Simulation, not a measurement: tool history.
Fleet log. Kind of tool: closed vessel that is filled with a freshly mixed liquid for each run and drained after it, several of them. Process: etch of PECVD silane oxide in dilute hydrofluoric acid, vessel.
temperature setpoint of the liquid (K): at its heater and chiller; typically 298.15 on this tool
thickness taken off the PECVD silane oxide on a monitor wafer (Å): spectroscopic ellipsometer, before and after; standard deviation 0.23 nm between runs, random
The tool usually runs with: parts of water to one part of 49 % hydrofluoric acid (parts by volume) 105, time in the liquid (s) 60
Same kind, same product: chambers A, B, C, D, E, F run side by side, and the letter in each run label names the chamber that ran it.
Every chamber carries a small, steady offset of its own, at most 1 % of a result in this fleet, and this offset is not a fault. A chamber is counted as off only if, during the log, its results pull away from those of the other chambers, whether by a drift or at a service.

run   hour  temperature setpoint of the liquid (K)  parts of water to one part of 49 % hydrofluoric acid (parts by volume)  time in the liquid (s)  read-back film thickness of the PECVD silane oxide reference wafer, read on the same gauge (nm)  thickness taken off the PECVD silane oxide on a monitor wafer (Å)
 1E   14.7                                  298.15                                                                     105                      60                                                                                           110.02                                                             293.39
 2F   28.3                                  298.15                                                                     105                      60                                                                                              110                                                             295.82
 3A     39                                  298.15                                                                     105                      60                                                                                           110.03                                                             292.17
 4C   52.4                                  298.15                                                                     105                      60                                                                                           110.01                                                             293.69
 5B   62.2                                  298.15                                                                      90                      60                                                                                           109.99                                                             348.14
 6D   71.9                                  298.15                                                                      90                      60                                                                                           110.01                                                             344.88
 7C   80.9                                  298.15                                                                      90                      60                                                                                           110.03                                                             349.09
 8A     89                                  298.15                                                                      90                      60                                                                                           110.06                                                              348.1
 9D   99.7                                  298.15                                                                      90                      60                                                                                           110.01                                                             345.89
10B  109.7                                  298.15                                                                      90                      60                                                                                           110.05                                                             346.87
11E  123.5                                  298.15                                                                     105                      60                                                                                           109.99                                                              289.8
     132.2  -- chamber D: hydrofluoric acid flow meter replaced
12F  132.5                                  298.15                                                                     105                      60                                                                                           110.01                                                             297.45
     136.2  -- chamber D: thermometer replaced
13B    145                                  298.15                                                                     105                      60                                                                                           110.03                                                             291.98
14E  156.6                                  300.65                                                                      70                      60                                                                                           109.98                                                              511.7
15F  164.4                                  300.65                                                                      70                      60                                                                                           110.01                                                             506.55
     171.6  -- chamber A: thermometer replaced
16A  176.4                                  300.65                                                                      70                      60                                                                                           109.97                                                             502.95
17C    186                                  300.65                                                                      70                      60                                                                                           109.99                                                             511.62
       192  -- chamber F: hydrofluoric acid flow meter replaced
18D  196.3                                  300.65                                                                      70                      60                                                                                           109.99                                                             498.32
19C  203.9                                  300.65                                                                      70                      60                                                                                           110.01                                                              509.3
20D  212.4                                  298.15                                                                     105                      60                                                                                           110.03                                                              287.9
21E  224.5                                  298.15                                                                     105                      60                                                                                           109.97                                                             291.68
     235.2  -- chamber E: thermometer replaced
22B  236.4                                  298.15                                                                     105                      60                                                                                              110                                                             294.01
     242.1  -- chamber A: hydrofluoric acid flow meter replaced
23F  251.4                                  298.15                                                                     105                      60                                                                                           110.04                                                             295.55
24A  263.3                                  298.15                                                                     105                      60                                                                                           110.01                                                              292.1
25D  276.6                                  298.15                                                                     105                      60                                                                                           110.01                                                             288.81
26A  284.5                                  298.15                                                                     105                      60                                                                                           110.01                                                             293.67
27B  292.8                                  298.15                                                                     105                      60                                                                                           110.04                                                             294.64
     303.2  -- chamber B: thermometer replaced
28F  307.2                                  298.15                                                                     105                      60                                                                                              110                                                             294.63
29E    320                                  298.15                                                                     105                      60                                                                                           109.98                                                             296.31
30C  331.7                                  298.15                                                                     105                      60                                                                                           109.98                                                             288.78
31D  345.2                                  295.65                                                                      75                      60                                                                                           110.03                                                             383.37
32C  354.6                                  295.65                                                                      75                      60                                                                                           109.98                                                             388.79
33E  369.8                                  295.65                                                                      75                      60                                                                                           109.98                                                             382.85
34B  380.4                                  295.65                                                                      75                      60                                                                                              110                                                             385.35
35F  391.7                                  295.65                                                                      75                      60                                                                                           109.99                                                              391.3
36A  401.5                                  295.65                                                                      75                      60                                                                                           109.97                                                             379.89
37B  416.1                                  298.15                                                                     105                      60                                                                                           110.01                                                             291.51
38E  425.1                                  298.15                                                                     105                      60                                                                                           110.03                                                             291.55
     431.7  -- chamber C: thermometer replaced
39A  439.6                                  298.15                                                                     105                      60                                                                                           109.97                                                             288.91
40C  448.8                                  298.15                                                                     105                      60                                                                                           109.99                                                              290.4

Read the log: is a single chamber off, either drifting away or since a service, is the gauge that measures every chamber drifting, or is nothing wrong beyond small per-chamber offsets? Name any odd chamber and what most likely caused it.

Beyond each chamber's small constant offset nothing stands out, and the gauge stays steady.

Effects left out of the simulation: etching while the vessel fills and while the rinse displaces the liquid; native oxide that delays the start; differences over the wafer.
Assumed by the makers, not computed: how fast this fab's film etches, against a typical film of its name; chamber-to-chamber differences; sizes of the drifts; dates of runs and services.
